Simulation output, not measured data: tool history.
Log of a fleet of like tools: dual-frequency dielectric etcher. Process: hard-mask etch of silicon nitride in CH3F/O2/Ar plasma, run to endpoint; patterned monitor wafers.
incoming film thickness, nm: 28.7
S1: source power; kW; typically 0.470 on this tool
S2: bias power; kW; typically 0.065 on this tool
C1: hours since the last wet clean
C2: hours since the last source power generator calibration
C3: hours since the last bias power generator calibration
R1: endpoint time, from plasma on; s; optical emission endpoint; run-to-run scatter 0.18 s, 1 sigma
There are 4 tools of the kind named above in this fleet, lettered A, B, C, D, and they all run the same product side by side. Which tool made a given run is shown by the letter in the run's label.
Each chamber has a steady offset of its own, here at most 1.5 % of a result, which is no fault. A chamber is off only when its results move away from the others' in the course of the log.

run 1B hour=5.5 | S1=0.470 S2=0.065 | C1=158.6 C2=2077.4 C3=107.4 | R1=40.836
run 2D hour=11.7 | S1=0.470 S2=0.065 | C1=185.3 C2=514.1 C3=1161.5 | R1=40.053
-- hour=12.7 chamber A: wet clean of the chamber
run 3C hour=17.7 | S1=0.470 S2=0.065 | C1=278.6 C2=1200.2 C3=1716.4 | R1=40.617
-- hour=19.5 chamber C: bias power generator calibrated
run 4A hour=23.2 | S1=0.470 S2=0.065 | C1=10.5 C2=2400.5 C3=3393.9 | R1=40.518
run 5B hour=26.9 | S1=0.470 S2=0.065 | C1=180.0 C2=2098.8 C3=128.8 | R1=40.732
run 6A hour=30.9 | S1=0.470 S2=0.065 | C1=18.2 C2=2408.2 C3=3401.6 | R1=40.290
run 7D hour=37.2 | S1=0.470 S2=0.065 | C1=210.8 C2=539.6 C3=1187.0 | R1=39.704
run 8C hour=42.8 | S1=0.470 S2=0.065 | C1=303.7 C2=1225.3 C3=23.3 | R1=40.254
run 9D hour=45.9 | S1=0.470 S2=0.065 | C1=219.5 C2=548.3 C3=1195.7 | R1=39.904
run 10B hour=52.2 | S1=0.470 S2=0.065 | C1=205.3 C2=2124.1 C3=154.1 | R1=40.592
run 11A hour=55.9 | S1=0.470 S2=0.065 | C1=43.2 C2=2433.2 C3=3426.6 | R1=40.784
run 12C hour=61.9 | S1=0.470 S2=0.065 | C1=322.8 C2=1244.4 C3=42.4 | R1=39.985
run 13D hour=68.3 | S1=0.360 S2=0.065 | C1=241.9 C2=570.7 C3=1218.1 | R1=44.679
run 14C hour=72.7 | S1=0.360 S2=0.065 | C1=333.6 C2=1255.2 C3=53.2 | R1=44.932
run 15B hour=77.1 | S1=0.360 S2=0.065 | C1=230.2 C2=2149.0 C3=179.0 | R1=44.381
run 16A hour=81.6 | S1=0.360 S2=0.065 | C1=68.9 C2=2458.9 C3=3452.3 | R1=44.884
run 17B hour=87.9 | S1=0.470 S2=0.065 | C1=241.0 C2=2159.8 C3=189.8 | R1=39.854
run 18D hour=93.6 | S1=0.470 S2=0.065 | C1=267.2 C2=596.0 C3=1243.4 | R1=40.280
run 19A hour=98.3 | S1=0.390 S2=0.074 | C1=85.6 C2=2475.6 C3=3469.0 | R1=41.911
run 20C hour=103.2 | S1=0.390 S2=0.074 | C1=364.1 C2=1285.7 C3=83.7 | R1=41.394
run 21B hour=108.2 | S1=0.390 S2=0.074 | C1=261.3 C2=2180.1 C3=210.1 | R1=41.242
run 22C hour=114.1 | S1=0.390 S2=0.074 | C1=375.0 C2=1296.6 C3=94.6 | R1=41.750
run 23D hour=119.8 | S1=0.470 S2=0.065 | C1=293.4 C2=622.2 C3=1269.6 | R1=40.204
run 24A hour=124.1 | S1=0.470 S2=0.065 | C1=111.4 C2=2501.4 C3=3494.8 | R1=40.639
run 25B hour=130.7 | S1=0.470 S2=0.065 | C1=283.8 C2=2202.6 C3=232.6 | R1=39.346
run 26A hour=134.7 | S1=0.470 S2=0.065 | C1=122.0 C2=2512.0 C3=3505.4 | R1=40.691
run 27D hour=139.0 | S1=0.470 S2=0.065 | C1=312.6 C2=641.4 C3=1288.8 | R1=39.870
run 28C hour=143.3 | S1=0.470 S2=0.065 | C1=404.2 C2=1325.8 C3=123.8 | R1=40.314
run 29D hour=148.1 | S1=0.470 S2=0.065 | C1=321.7 C2=650.5 C3=1297.9 | R1=39.936
run 30B hour=152.7 | S1=0.470 S2=0.065 | C1=305.8 C2=2224.6 C3=254.6 | R1=38.876
run 31C hour=157.0 | S1=0.470 S2=0.065 | C1=417.9 C2=1339.5 C3=137.5 | R1=40.414

Decide between three cases: one chamber stands off from its peers, the gauge reading all wafers drifts, or nothing is wrong past each chamber's small offset. Where a chamber is off, say which and what most likely put it there.

Chamber B drifts away from the others.
Most likely cause: etch rate over this chamber's usual, % = 4.86.

Chamber B could run next with any of the 4 candidate recipes listed below; each alters the usual settings, and their results appear as question marks. Which one brings its results back in line with what the other chambers deliver on the usual settings?
Maximum distance from the other chambers' mean on the usual settings for a result to count as in line: R1 0.630 s
run 32B-1 hour=162.1 | S1=0.470 S2=0.058 | R1=?
run 32B-2 hour=162.1 | S1=0.390 S2=0.065 | R1=?
run 32B-3 hour=162.1 | S1=0.520 S2=0.065 | R1=?
run 32B-4 hour=162.1 | S1=0.520 S2=0.070 | R1=?

The other chambers' mean on the usual settings: R1 40.330 s
run=32B-1 R1=40.347
run=32B-2 R1=41.742
run=32B-3 R1=37.408
run=32B-4 R1=36.506
32B-1 is the one that brings the chamber's results back in line with the other chambers.

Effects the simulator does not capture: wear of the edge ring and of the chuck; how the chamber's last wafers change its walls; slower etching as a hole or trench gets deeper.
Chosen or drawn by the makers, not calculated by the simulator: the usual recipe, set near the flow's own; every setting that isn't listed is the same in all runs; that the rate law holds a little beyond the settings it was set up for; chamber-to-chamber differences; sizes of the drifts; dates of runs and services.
